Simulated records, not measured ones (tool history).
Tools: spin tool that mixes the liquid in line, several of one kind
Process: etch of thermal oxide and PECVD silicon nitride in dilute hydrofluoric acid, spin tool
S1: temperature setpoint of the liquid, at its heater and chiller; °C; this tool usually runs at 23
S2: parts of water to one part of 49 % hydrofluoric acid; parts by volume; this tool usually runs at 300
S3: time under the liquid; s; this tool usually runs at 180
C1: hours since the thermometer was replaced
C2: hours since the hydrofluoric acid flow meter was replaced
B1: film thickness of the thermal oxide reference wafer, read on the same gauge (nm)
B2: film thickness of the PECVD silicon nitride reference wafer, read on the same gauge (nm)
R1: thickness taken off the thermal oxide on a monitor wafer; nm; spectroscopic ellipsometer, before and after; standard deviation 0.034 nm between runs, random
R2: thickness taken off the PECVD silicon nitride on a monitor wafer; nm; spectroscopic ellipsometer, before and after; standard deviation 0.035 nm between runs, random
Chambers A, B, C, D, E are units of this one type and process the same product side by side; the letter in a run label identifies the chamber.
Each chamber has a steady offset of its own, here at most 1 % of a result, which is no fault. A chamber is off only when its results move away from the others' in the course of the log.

Run 1B, hour 5.0: usual settings; C1 686.8; C2 27.3; B1 99.997; B2 80.043. Result: R1 2.2797 nm, R2 2.9774 nm.
Run 2E, hour 10.8: usual settings; C1 588.7; C2 100.3; B1 99.997; B2 80.019. Result: R1 2.3138 nm, R2 3.0065 nm.
Run 3C, hour 13.8: usual settings; C1 602.1; C2 107.5; B1 100.000; B2 79.974. Result: R1 2.2115 nm, R2 2.9383 nm.
Run 4A, hour 16.7: usual settings; C1 433.2; C2 114.7; B1 99.977; B2 79.987. Result: R1 2.2804 nm, R2 2.9123 nm.
Run 5D, hour 21.8: usual settings but S1 20 °C; C1 1018.1; C2 152.3; B1 100.000; B2 80.007. Result: R1 2.0346 nm, R2 2.4834 nm.
Run 6E, hour 25.9: usual settings but S1 20 °C; C1 603.8; C2 115.4; B1 99.984; B2 79.979. Result: R1 1.9904 nm, R2 2.4758 nm.
Run 7D, hour 32.0: usual settings but S1 20 °C; C1 1028.3; C2 162.5; B1 100.000; B2 80.016. Result: R1 2.0244 nm, R2 2.4754 nm.
Run 8C, hour 37.3: usual settings but S1 20 °C; C1 625.6; C2 131.0; B1 99.991; B2 79.992. Result: R1 2.0089 nm, R2 2.4720 nm.
Run 9B, hour 42.4: usual settings but S1 20 °C; C1 724.2; C2 64.7; B1 99.989; B2 79.985. Result: R1 2.0230 nm, R2 2.4475 nm.
Run 10A, hour 45.4: usual settings; C1 461.9; C2 143.4; B1 99.999; B2 79.998. Result: R1 2.2510 nm, R2 2.9064 nm.
Run 11B, hour 49.6: usual settings; C1 731.4; C2 71.9; B1 100.000; B2 79.995. Result: R1 2.3371 nm, R2 2.9336 nm.
Run 12D, hour 53.1: usual settings; C1 1049.4; C2 183.6; B1 99.972; B2 79.959. Result: R1 2.2770 nm, R2 2.9588 nm.
Run 13C, hour 55.9: usual settings; C1 644.2; C2 149.6; B1 99.991; B2 79.995. Result: R1 2.2415 nm, R2 2.9836 nm.
Run 14A, hour 61.4: usual settings; C1 477.9; C2 159.4; B1 100.010; B2 79.972. Result: R1 2.2427 nm, R2 2.9070 nm.
Run 15E, hour 65.2: usual settings; C1 643.1; C2 154.7; B1 100.020; B2 80.003. Result: R1 2.2108 nm, R2 2.9905 nm.
Run 16D, hour 71.1: usual settings but S2 355 parts by volume, S3 285 s; C1 1067.4; C2 201.6; B1 100.010; B2 80.013. Result: R1 2.9005 nm, R2 3.9919 nm.
Run 17B, hour 76.2: usual settings but S2 355 parts by volume, S3 285 s; C1 758.0; C2 98.5; B1 100.020; B2 79.992. Result: R1 2.8514 nm, R2 3.9204 nm.
Run 18A, hour 81.2: usual settings but S2 355 parts by volume, S3 285 s; C1 497.7; C2 179.2; B1 99.999; B2 79.989. Result: R1 2.8490 nm, R2 3.8773 nm.
Run 19E, hour 85.3: usual settings but S2 355 parts by volume, S3 285 s; C1 663.2; C2 174.8; B1 99.991; B2 79.980. Result: R1 2.9335 nm, R2 4.0290 nm.
Run 20C, hour 90.8: usual settings but S2 355 parts by volume, S3 285 s; C1 679.1; C2 184.5; B1 99.988; B2 80.019. Result: R1 2.8436 nm, R2 3.9121 nm.
Run 21A, hour 94.7: usual settings; C1 511.2; C2 192.7; B1 100.020; B2 79.987. Result: R1 2.2582 nm, R2 2.9463 nm.
Run 22D, hour 100.2: usual settings; C1 1096.5; C2 230.7; B1 100.010; B2 79.988. Result: R1 2.3162 nm, R2 2.9531 nm.
Run 23B, hour 104.1: usual settings; C1 785.9; C2 126.4; B1 100.010; B2 80.008. Result: R1 2.2555 nm, R2 2.9616 nm.
Run 24E, hour 107.5: usual settings; C1 685.4; C2 197.0; B1 100.030; B2 79.971. Result: R1 2.3115 nm, R2 2.9846 nm.
Run 25C, hour 112.2: usual settings; C1 700.5; C2 205.9; B1 100.000; B2 80.023. Result: R1 2.2536 nm, R2 2.9177 nm.
Run 26D, hour 116.6: usual settings; C1 1112.9; C2 247.1; B1 100.010; B2 79.980. Result: R1 2.2988 nm, R2 2.9682 nm.
Run 27A, hour 122.3: usual settings; C1 538.8; C2 220.3; B1 99.995; B2 80.013. Result: R1 2.2819 nm, R2 2.8767 nm.
Run 28E, hour 125.6: usual settings; C1 703.5; C2 215.1; B1 99.999; B2 80.006. Result: R1 2.2342 nm, R2 2.9516 nm.
Run 29C, hour 128.3: usual settings; C1 716.6; C2 222.0; B1 99.994; B2 80.018. Result: R1 2.2569 nm, R2 2.9749 nm.
Run 30B, hour 131.6: usual settings; C1 813.4; C2 153.9; B1 100.000; B2 79.999. Result: R1 2.2318 nm, R2 2.9679 nm.
Run 31C, hour 135.6: usual settings; C1 723.9; C2 229.3; B1 100.010; B2 79.974. Result: R1 2.2464 nm, R2 3.0543 nm.
Run 32D, hour 140.8: usual settings; C1 1137.1; C2 271.3; B1 100.010; B2 79.961. Result: R1 2.2722 nm, R2 2.9841 nm.
Run 33E, hour 146.1: usual settings; C1 724.0; C2 235.6; B1 99.994; B2 79.987. Result: R1 2.2040 nm, R2 2.9875 nm.

One chamber off, gauge drift, or nothing amiss beyond the chambers' own small offsets? If it is a chamber, which one, and what is the likeliest cause?

All chambers stay in line apart from their small fixed offsets, and the gauge does not drift.

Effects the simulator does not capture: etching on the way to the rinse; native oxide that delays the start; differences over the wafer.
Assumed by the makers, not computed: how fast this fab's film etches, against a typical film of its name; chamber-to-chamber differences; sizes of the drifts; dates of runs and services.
